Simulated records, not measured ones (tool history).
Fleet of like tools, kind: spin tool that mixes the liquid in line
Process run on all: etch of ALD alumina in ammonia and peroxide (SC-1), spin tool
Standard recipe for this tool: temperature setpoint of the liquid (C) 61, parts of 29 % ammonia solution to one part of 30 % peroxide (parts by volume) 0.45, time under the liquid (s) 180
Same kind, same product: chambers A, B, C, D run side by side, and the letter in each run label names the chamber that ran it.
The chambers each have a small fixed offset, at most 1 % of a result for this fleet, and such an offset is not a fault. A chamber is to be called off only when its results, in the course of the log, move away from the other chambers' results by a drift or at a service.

run   hour  temperature setpoint of the liquid (C)  parts of 29 % ammonia solution to one part of 30 % peroxide (parts by volume)  time under the liquid (s)  hours since the thermometer was replaced  hours since the ammonia flow meter was replaced  hours since the heated supply line was repaired  hours since the drum of ammonia solution was connected  read-back film thickness of the ALD alumina reference wafer, read on the same gauge (nm)  thickness taken off the ALD alumina on a monitor wafer (Å)
 1C      4                                      61                                                                           0.45                        180                                    1386.1                                            859.6                                            586.4                                                   173.9                                                                                    29.983                                                      131.44
 2D    8.9                                      61                                                                           0.45                        180                                     833.7                                            195.5                                           1635.9                                                   790.5                                                                                    29.991                                                      131.54
      10.5  -- chamber A: new drum of ammonia solution connected
 3B     14                                      61                                                                           0.45                        180                                      26.2                                              516                                           1073.7                                                   713.1                                                                                    30.017                                                      128.66
 4A   21.1                                      61                                                                           0.45                        180                                    1679.4                                              634                                            179.8                                                    10.7                                                                                    30.005                                                      129.19
 5D   26.8                                      61                                                                           0.45                        180                                     851.6                                            213.4                                           1653.8                                                   808.4                                                                                    30.015                                                      131.11
 6C   33.6                                      61                                                                           0.55                        180                                    1415.7                                            889.2                                              616                                                   203.5                                                                                    29.987                                                      133.88
 7A     39                                      61                                                                           0.55                        180                                    1697.3                                            651.9                                            197.7                                                    28.6                                                                                    29.966                                                      132.34
 8B   42.9                                      61                                                                           0.55                        180                                      55.1                                            544.9                                           1102.6                                                     742                                                                                    29.999                                                      133.63
 9C   47.6                                      61                                                                           0.55                        180                                    1429.7                                            903.2                                              630                                                   217.5                                                                                    30.013                                                      132.13
10B   53.8                                      61                                                                           0.45                        180                                        66                                            555.8                                           1113.5                                                   752.9                                                                                    29.989                                                      130.49
11A   57.9                                      61                                                                           0.45                        180                                    1716.2                                            670.8                                            216.6                                                    47.5                                                                                    29.995                                                      131.09
12D   63.8                                    66.5                                                                           0.45                        235                                     888.6                                            250.4                                           1690.8                                                   845.4                                                                                    30.029                                                      232.95
13D   69.1                                    66.5                                                                           0.45                        235                                     893.9                                            255.7                                           1696.1                                                   850.7                                                                                    29.993                                                      234.34
14A   73.9                                    66.5                                                                           0.45                        235                                    1732.2                                            686.8                                            232.6                                                    63.5                                                                                    30.028                                                       224.7
15C   77.7                                    66.5                                                                           0.45                        235                                    1459.8                                            933.3                                            660.1                                                   247.6                                                                                    30.011                                                      224.87
16B   85.4                                      61                                                                           0.45                        180                                      97.6                                            587.4                                           1145.1                                                   784.5                                                                                    29.982                                                      129.47
17D   91.1                                      61                                                                           0.45                        180                                     915.9                                            277.7                                           1718.1                                                   872.7                                                                                    29.985                                                      136.68
18C   95.1                                      61                                                                           0.45                        180                                    1477.2                                            950.7                                            677.5                                                     265                                                                                    29.988                                                      130.66
19A  101.5                                      61                                                                           0.45                        275                                    1759.8                                            714.4                                            260.2                                                    91.1                                                                                    30.024                                                      200.65
20B  107.5                                      61                                                                           0.45                        275                                     119.7                                            609.5                                           1167.2                                                   806.6                                                                                    30.051                                                      197.71
21C  114.4                                      61                                                                           0.45                        275                                    1496.5                                              970                                            696.8                                                   284.3                                                                                    29.979                                                      200.58
22B  119.8                                      61                                                                           0.45                        275                                       132                                            621.8                                           1179.5                                                   818.9                                                                                    29.966                                                      199.22
23A  126.3                                      61                                                                           0.45                        180                                    1784.6                                            739.2                                              285                                                   115.9                                                                                    30.044                                                      129.94
24D  132.3                                      61                                                                           0.45                        180                                     957.1                                            318.9                                           1759.3                                                   913.9                                                                                    29.962                                                      139.48
25C  140.1                                      61                                                                           0.45                        180                                    1522.2                                            995.7                                            722.5                                                     310                                                                                    29.989                                                      131.01
26B  144.8                                    54.5                                                                           0.45                        180                                       157                                            646.8                                           1204.5                                                   843.9                                                                                    29.993                                                      92.367
27A    151                                    54.5                                                                           0.45                        180                                    1809.3                                            763.9                                            309.7                                                   140.6                                                                                    30.004                                                      92.918
28D  155.3                                    54.5                                                                           0.45                        180                                     980.1                                            341.9                                           1782.3                                                   936.9                                                                                    30.001                                                      100.29
29C  159.8                                    54.5                                                                           0.45                        180                                    1541.9                                           1015.4                                            742.2                                                   329.7                                                                                    29.986                                                      92.319

All chambers now run identical settings, listed one chamber a line with results as question marks. What results will each chamber show?
30A  165.4                                      61                                                                           0.45                        180                                                                                                                                                                                                                                                                                                                                                         ?
30B  165.4                                      61                                                                           0.45                        180                                                                                                                                                                                                                                                                                                                                                         ?
30C  165.4                                      61                                                                           0.45                        180                                                                                                                                                                                                                                                                                                                                                         ?
30D  165.4                                      61                                                                           0.45                        180                                                                                                                                                                                                                                                                                                                                                         ?

run  thickness taken off the ALD alumina on a monitor wafer (Å)
30A                                                      129.86
30B                                                      129.96
30C                                                      130.64
30D                                                      140.92
